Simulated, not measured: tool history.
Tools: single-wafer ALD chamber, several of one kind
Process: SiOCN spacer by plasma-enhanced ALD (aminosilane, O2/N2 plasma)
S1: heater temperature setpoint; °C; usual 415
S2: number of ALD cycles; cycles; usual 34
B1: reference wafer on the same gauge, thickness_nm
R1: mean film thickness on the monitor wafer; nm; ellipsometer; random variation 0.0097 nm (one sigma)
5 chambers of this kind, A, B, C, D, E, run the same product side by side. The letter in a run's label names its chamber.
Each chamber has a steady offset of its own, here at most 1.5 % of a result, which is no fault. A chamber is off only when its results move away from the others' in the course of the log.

run   hour   S1  S2      B1      R1
 1D    6.1  415  34  2.0991  1.9475
 2B     18  415  34  2.1019  1.9648
 3C   24.5  415  34  2.1007  1.9411
 4E   32.5  415  34  2.1008  1.9525
 5A   39.1  415  34  2.1013  1.9707
 6A   51.4  415  34  2.0991  1.9599
 7D   62.9  415  34  2.1017  1.9466
 8E   73.9  415  34  2.0999  1.9392
 9B   80.4  415  34  2.0999  1.9604
10C   90.1  415  34  2.1007  1.9488
11B  101.1  415  34  2.0971  1.9733
12D  107.6  415  34     2.1  1.9634
     114.9  -- chamber C: thermocouple changed; heater temperature recalibrated
13C  120.2  415  34   2.099  1.9279
14A  129.9  415  34  2.0995   1.957
15E  139.4  415  34  2.1021  1.9441
16B    149  404  34  2.0973  2.0257
17E  160.8  404  34  2.0994  1.9972
18D  172.1  404  34     2.1  2.0395
19A    179  404  34     2.1  2.0165
20C  189.3  404  34  2.0998  2.0048
21A  200.8  415  34  2.1005  1.9582
22D  208.5  415  34  2.0989  1.9481
23E  217.7  415  34  2.1008  1.9413
24B  226.8  415  34  2.0999  1.9466
25C    237  415  34  2.0984   1.951
     237.9  -- chamber A: thermocouple changed; heater temperature recalibrated
26B  242.9  415  34  2.0999  1.9501
27E  250.1  415  34  2.0989  1.9532
28D    261  415  34  2.0987  1.9666
29A  267.6  415  34   2.099  1.9698
30C  279.1  415  34  2.0993  1.9423
31D  291.2  415  34  2.1016  1.9691

Next, every chamber runs the same settings. What will each give?
32A  300.3  415  28       ?
32B  300.3  415  28       ?
32C  300.3  415  28       ?
32D  300.3  415  28       ?
32E  300.3  415  28       ?

run      R1
32A  1.5979
32B  1.6295
32C  1.5956
32D   1.596
32E  1.6002
